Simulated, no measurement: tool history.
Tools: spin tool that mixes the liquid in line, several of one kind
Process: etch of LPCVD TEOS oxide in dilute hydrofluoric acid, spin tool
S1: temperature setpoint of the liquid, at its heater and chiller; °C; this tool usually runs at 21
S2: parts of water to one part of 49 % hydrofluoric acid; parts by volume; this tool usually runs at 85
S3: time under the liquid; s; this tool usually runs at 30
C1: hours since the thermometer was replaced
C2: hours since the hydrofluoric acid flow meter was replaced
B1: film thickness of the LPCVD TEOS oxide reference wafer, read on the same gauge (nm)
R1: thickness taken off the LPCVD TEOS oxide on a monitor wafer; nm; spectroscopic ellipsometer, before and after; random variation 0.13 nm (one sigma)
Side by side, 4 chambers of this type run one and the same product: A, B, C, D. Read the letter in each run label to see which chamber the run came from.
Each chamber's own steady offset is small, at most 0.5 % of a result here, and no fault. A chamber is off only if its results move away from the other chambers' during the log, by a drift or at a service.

run 1A day=0.204 | S1=21 S2=85 S3=30 | C1=697.4 C2=600.6 | B1=149.99 | R1=13.921
run 2C day=0.358 | S1=21 S2=85 S3=30 | C1=363.1 C2=729.3 | B1=150 | R1=13.967
run 3B day=0.567 | S1=21 S2=85 S3=30 | C1=948.2 C2=225.4 | B1=149.97 | R1=13.743
run 4D day=0.788 | S1=21 S2=85 S3=30 | C1=1053.1 C2=620.9 | B1=150 | R1=13.844
run 5C day=0.946 | S1=21 S2=85 S3=30 | C1=377.2 C2=743.4 | B1=149.98 | R1=14.005
run 6A day=1.117 | S1=21 S2=85 S3=30 | C1=719.3 C2=622.5 | B1=149.99 | R1=13.923
run 7D day=1.342 | S1=26 S2=85 S3=20 | C1=1066.4 C2=634.2 | B1=149.99 | R1=11.134
run 8B day=1.454 | S1=26 S2=85 S3=20 | C1=969.5 C2=246.7 | B1=149.99 | R1=11.313
run 9D day=1.608 | S1=26 S2=85 S3=20 | C1=1072.8 C2=640.6 | B1=149.98 | R1=11.223
run 10A day=1.838 | S1=26 S2=85 S3=20 | C1=736.6 C2=639.8 | B1=150.02 | R1=11.233
run 11B day=1.996 | S1=21 S2=85 S3=30 | C1=982.5 C2=259.7 | B1=149.99 | R1=13.788
run 12C day=2.217 | S1=21 S2=85 S3=20 | C1=407.7 C2=773.9 | B1=149.98 | R1=9.1584
run 13D day=2.338 | S1=21 S2=85 S3=20 | C1=1090.3 C2=658.1 | B1=149.96 | R1=9.2399
run 14C day=2.438 | S1=21 S2=85 S3=20 | C1=413 C2=779.2 | B1=150.02 | R1=9.1613
run 15B day=2.567 | S1=21 S2=85 S3=20 | C1=996.2 C2=273.4 | B1=150 | R1=9.0119
run 16A day=2.775 | S1=21 S2=85 S3=30 | C1=759.1 C2=662.3 | B1=150 | R1=13.921
run 17B day=2.917 | S1=21 S2=85 S3=30 | C1=1004.6 C2=281.8 | B1=150 | R1=13.986
run 18C day=3.042 | S1=21 S2=85 S3=30 | C1=427.5 C2=793.7 | B1=150.02 | R1=13.698
run 19A day=3.262 | S1=21 S2=85 S3=30 | C1=770.8 C2=674 | B1=150 | R1=14.055
run 20D day=3.442 | S1=21 S2=85 S3=30 | C1=1116.8 C2=684.6 | B1=150 | R1=13.967
run 21D day=3.571 | S1=21 S2=85 S3=30 | C1=1119.9 C2=687.7 | B1=149.99 | R1=13.977
run 22A day=3.767 | S1=21 S2=85 S3=40 | C1=782.9 C2=686.1 | B1=150.01 | R1=18.454
run 23C day=3.888 | S1=21 S2=85 S3=40 | C1=447.8 C2=814 | B1=149.98 | R1=18.446
run 24B day=4.017 | S1=21 S2=85 S3=40 | C1=1031 C2=308.2 | B1=149.98 | R1=18.302
run 25B day=4.246 | S1=21 S2=85 S3=40 | C1=1036.5 C2=313.7 | B1=150 | R1=18.298
run 26D day=4.442 | S1=21 S2=85 S3=30 | C1=1140.8 C2=708.6 | B1=149.99 | R1=13.766
run 27A day=4.65 | S1=19 S2=85 S3=20 | C1=804.1 C2=707.3 | B1=150.02 | R1=8.3979
-- day=4.675 chamber A: hydrofluoric acid flow meter replaced
run 28C day=4.879 | S1=19 S2=85 S3=20 | C1=471.6 C2=837.8 | B1=150 | R1=8.5664
run 29D day=5.054 | S1=19 S2=85 S3=20 | C1=1155.5 C2=723.3 | B1=149.98 | R1=8.5893
run 30A day=5.212 | S1=19 S2=85 S3=20 | C1=817.6 C2=12.9 | B1=150 | R1=8.5448
run 31B day=5.354 | S1=21 S2=85 S3=30 | C1=1063.1 C2=340.3 | B1=150.01 | R1=14
-- day=5.404 chamber C: thermometer replaced
run 32C day=5.525 | S1=21 S2=85 S3=30 | C1=3 C2=853.3 | B1=149.98 | R1=13.839
run 33D day=5.721 | S1=21 S2=85 S3=30 | C1=1171.5 C2=739.3 | B1=149.99 | R1=13.778
run 34A day=5.942 | S1=21 S2=85 S3=30 | C1=835.1 C2=30.4 | B1=150.01 | R1=13.784
run 35B day=6.129 | S1=19 S2=85 S3=30 | C1=1081.7 C2=358.9 | B1=150.02 | R1=12.821

All 4 chambers run these settings next. Forecast each chamber's results:
run 36A day=6.3 | S1=21 S2=85 S3=30 | R1=?
run 36B day=6.3 | S1=21 S2=85 S3=30 | R1=?
run 36C day=6.3 | S1=21 S2=85 S3=30 | R1=?
run 36D day=6.3 | S1=21 S2=85 S3=30 | R1=?

run=36A R1=13.484
run=36B R1=13.908
run=36C R1=13.883
run=36D R1=13.929
